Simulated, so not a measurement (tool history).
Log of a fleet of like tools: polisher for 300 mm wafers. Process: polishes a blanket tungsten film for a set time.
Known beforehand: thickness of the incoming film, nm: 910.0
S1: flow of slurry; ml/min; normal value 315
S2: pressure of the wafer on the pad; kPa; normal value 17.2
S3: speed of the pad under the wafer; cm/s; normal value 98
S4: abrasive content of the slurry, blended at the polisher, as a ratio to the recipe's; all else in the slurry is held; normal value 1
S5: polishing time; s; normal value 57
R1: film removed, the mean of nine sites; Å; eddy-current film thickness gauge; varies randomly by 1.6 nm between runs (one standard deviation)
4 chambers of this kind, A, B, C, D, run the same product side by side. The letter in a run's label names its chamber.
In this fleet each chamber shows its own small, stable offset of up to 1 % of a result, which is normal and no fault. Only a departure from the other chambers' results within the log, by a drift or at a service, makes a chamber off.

{"run": "1D", "day": 0.275, "S1": 315, "S2": 17.2, "S3": 98, "S4": 1, "S5": 57, "R1": 1859}
{"day": 0.408, "done": "chamber A: slurry tank refilled with fresh slurry and peroxide"}
{"day": 0.442, "done": "chamber B: worn pad replaced by a new one"}
{"run": "2B", "day": 0.533, "S1": 315, "S2": 17.2, "S3": 98, "S4": 1, "S5": 57, "R1": 1837.5}
{"run": "3A", "day": 0.742, "S1": 315, "S2": 17.2, "S3": 98, "S4": 1, "S5": 57, "R1": 1854.4}
{"day": 0.912, "done": "chamber D: slurry tank refilled with fresh slurry and peroxide"}
{"day": 0.933, "done": "chamber D: worn pad replaced by a new one"}
{"run": "4C", "day": 1.138, "S1": 315, "S2": 17.2, "S3": 98, "S4": 1, "S5": 57, "R1": 1852.7}
{"day": 1.312, "done": "chamber A: worn pad replaced by a new one"}
{"run": "5A", "day": 1.5, "S1": 315, "S2": 17.2, "S3": 98, "S4": 1, "S5": 57, "R1": 1876.1}
{"day": 1.517, "done": "chamber C: worn pad replaced by a new one"}
{"run": "6D", "day": 1.921, "S1": 315, "S2": 17.2, "S3": 78, "S4": 1, "S5": 57, "R1": 1498.4}
{"day": 2.15, "done": "chamber B: slurry tank refilled with fresh slurry and peroxide"}
{"run": "7C", "day": 2.242, "S1": 315, "S2": 17.2, "S3": 78, "S4": 1, "S5": 57, "R1": 1480}
{"run": "8B", "day": 2.55, "S1": 315, "S2": 17.2, "S3": 78, "S4": 1, "S5": 57, "R1": 1491.5}
{"run": "9D", "day": 2.854, "S1": 315, "S2": 17.2, "S3": 78, "S4": 1, "S5": 57, "R1": 1504.9}
{"run": "10B", "day": 3.217, "S1": 315, "S2": 17.2, "S3": 98, "S4": 1, "S5": 57, "R1": 1871.7}
{"run": "11C", "day": 3.583, "S1": 315, "S2": 17.2, "S3": 98, "S4": 1, "S5": 57, "R1": 1856.8}
{"day": 3.733, "done": "chamber C: slurry tank refilled with fresh slurry and peroxide"}
{"run": "12A", "day": 4.008, "S1": 315, "S2": 17.2, "S3": 98, "S4": 1, "S5": 57, "R1": 1838.5}
{"run": "13D", "day": 4.225, "S1": 315, "S2": 17.2, "S3": 98, "S4": 1, "S5": 57, "R1": 1839.1}
{"day": 4.346, "done": "chamber D: worn pad replaced by a new one"}
{"day": 4.396, "done": "chamber C: worn pad replaced by a new one"}
{"day": 4.558, "done": "chamber B: worn pad replaced by a new one"}
{"run": "14B", "day": 4.558, "S1": 315, "S2": 17.2, "S3": 98, "S4": 1, "S5": 57, "R1": 1853}
{"day": 4.808, "done": "chamber B: slurry tank refilled with fresh slurry and peroxide"}
{"run": "15A", "day": 4.975, "S1": 315, "S2": 17.2, "S3": 98, "S4": 1, "S5": 57, "R1": 1852.4}
{"run": "16C", "day": 5.358, "S1": 315, "S2": 17.2, "S3": 98, "S4": 0.9, "S5": 57, "R1": 1831.2}
{"day": 5.392, "done": "chamber D: slurry tank refilled with fresh slurry and peroxide"}
{"day": 5.646, "done": "chamber A: worn pad replaced by a new one"}
{"run": "17C", "day": 5.717, "S1": 315, "S2": 17.2, "S3": 98, "S4": 0.9, "S5": 57, "R1": 1831.2}
{"day": 5.796, "done": "chamber C: slurry blender recalibrated"}
{"run": "18D", "day": 6.175, "S1": 315, "S2": 17.2, "S3": 98, "S4": 0.9, "S5": 57, "R1": 1853.4}
{"day": 6.317, "done": "chamber D: head pressure recalibrated"}
{"run": "19A", "day": 6.396, "S1": 315, "S2": 17.2, "S3": 98, "S4": 0.9, "S5": 57, "R1": 1800.7}
{"run": "20B", "day": 6.654, "S1": 315, "S2": 17.2, "S3": 98, "S4": 1, "S5": 57, "R1": 1885.2}
{"day": 6.95, "done": "chamber B: slurry blender recalibrated"}
{"day": 6.979, "done": "chamber D: slurry nozzle cleaned"}
{"run": "21A", "day": 6.988, "S1": 375, "S2": 17.2, "S3": 98, "S4": 1.2, "S5": 57, "R1": 1985.9}
{"day": 7.338, "done": "chamber C: worn pad replaced by a new one"}
{"run": "22B", "day": 7.367, "S1": 375, "S2": 17.2, "S3": 98, "S4": 1.2, "S5": 57, "R1": 1960.6}
{"day": 7.521, "done": "chamber B: slurry tank refilled with fresh slurry and peroxide"}
{"day": 7.554, "done": "chamber D: worn pad replaced by a new one"}
{"run": "23D", "day": 7.675, "S1": 375, "S2": 17.2, "S3": 98, "S4": 1.2, "S5": 57, "R1": 1885}
{"run": "24C", "day": 8.142, "S1": 375, "S2": 17.2, "S3": 98, "S4": 1.2, "S5": 57, "R1": 2001.1}
{"day": 8.492, "done": "chamber A: slurry tank refilled with fresh slurry and peroxide"}
{"run": "25D", "day": 8.546, "S1": 315, "S2": 17.2, "S3": 98, "S4": 1, "S5": 57, "R1": 1745.2}
{"day": 8.567, "done": "chamber B: worn pad replaced by a new one"}
{"day": 8.596, "done": "chamber B: head pressure recalibrated"}
{"run": "26A", "day": 8.979, "S1": 315, "S2": 17.2, "S3": 98, "S4": 1, "S5": 57, "R1": 1869.3}
{"day": 8.988, "done": "chamber C: slurry tank refilled with fresh slurry and peroxide"}
{"day": 9.142, "done": "chamber A: worn pad replaced by a new one"}
{"run": "27B", "day": 9.371, "S1": 315, "S2": 17.2, "S3": 98, "S4": 1, "S5": 57, "R1": 1861.8}
{"run": "28C", "day": 9.746, "S1": 315, "S2": 17.2, "S3": 98, "S4": 1, "S5": 57, "R1": 1831.5}
{"day": 9.812, "done": "chamber C: worn pad replaced by a new one"}
{"run": "29B", "day": 10.046, "S1": 315, "S2": 17.2, "S3": 98, "S4": 1, "S5": 57, "R1": 1851.3}
{"run": "30A", "day": 10.258, "S1": 315, "S2": 17.2, "S3": 98, "S4": 1, "S5": 57, "R1": 1867.2}
{"day": 10.296, "done": "chamber D: slurry tank refilled with fresh slurry and peroxide"}
{"day": 10.488, "done": "chamber B: slurry tank refilled with fresh slurry and peroxide"}
{"day": 10.629, "done": "chamber D: worn pad replaced by a new one"}
{"run": "31C", "day": 10.704, "S1": 315, "S2": 22.1, "S3": 98, "S4": 1, "S5": 57, "R1": 2445.6}
{"run": "32D", "day": 11.008, "S1": 315, "S2": 22.1, "S3": 98, "S4": 1, "S5": 57, "R1": 2290.9}
{"run": "33B", "day": 11.338, "S1": 315, "S2": 22.1, "S3": 98, "S4": 1, "S5": 57, "R1": 2380.1}
{"day": 11.525, "done": "chamber D: slurry blender recalibrated"}
{"run": "34C", "day": 11.717, "S1": 315, "S2": 22.1, "S3": 98, "S4": 1, "S5": 57, "R1": 2369.8}
{"run": "35A", "day": 11.954, "S1": 315, "S2": 17.2, "S3": 98, "S4": 1, "S5": 57, "R1": 1830.8}
{"run": "36D", "day": 12.188, "S1": 315, "S2": 17.2, "S3": 98, "S4": 1, "S5": 57, "R1": 1785.7}
{"run": "37D", "day": 12.396, "S1": 315, "S2": 17.2, "S3": 98, "S4": 1, "S5": 57, "R1": 1769.5}
{"run": "38C", "day": 12.629, "S1": 315, "S2": 17.2, "S3": 98, "S4": 1, "S5": 57, "R1": 1830.7}
{"run": "39B", "day": 12.904, "S1": 315, "S2": 17.2, "S3": 98, "S4": 1, "S5": 57, "R1": 1891.8}
{"run": "40A", "day": 13.288, "S1": 315, "S2": 17.2, "S3": 98, "S4": 1, "S5": 57, "R1": 1869.5}

Decide between three cases: one chamber stands off from its peers, the gauge reading all wafers drifts, or nothing is wrong past each chamber's small offset. Where a chamber is off, say which and what most likely put it there.

Chamber D came out of a service off from its peers and stayed that way.
Most likely cause: head's pressure below its setpoint, % = 5.16.

Which of the 4 candidates below, each the usual settings with something changed and its results left as question marks, puts chamber D back in line with what the other chambers give on the usual settings?
Counts as in line when no further than this from what the other chambers average on the usual settings: R1 56 Å
{"run": "41D-1", "day": 13.621, "S1": 315, "S2": 16.5, "S3": 96, "S4": 1, "S5": 55, "R1": "?"}
{"run": "41D-2", "day": 13.621, "S1": 315, "S2": 17.2, "S3": 96, "S4": 1, "S5": 56, "R1": "?"}
{"run": "41D-3", "day": 13.621, "S1": 315, "S2": 17.9, "S3": 100, "S4": 1, "S5": 59, "R1": "?"}
{"run": "41D-4", "day": 13.621, "S1": 315, "S2": 17.2, "S3": 98, "S4": 1, "S5": 59, "R1": "?"}

Other chambers, usual settings, mean: R1 1851 Å
run=41D-1 R1=1593.6
run=41D-2 R1=1690.7
run=41D-3 R1=1929.4
run=41D-4 R1=1818
41D-4 puts the chamber back in line with the other chambers.
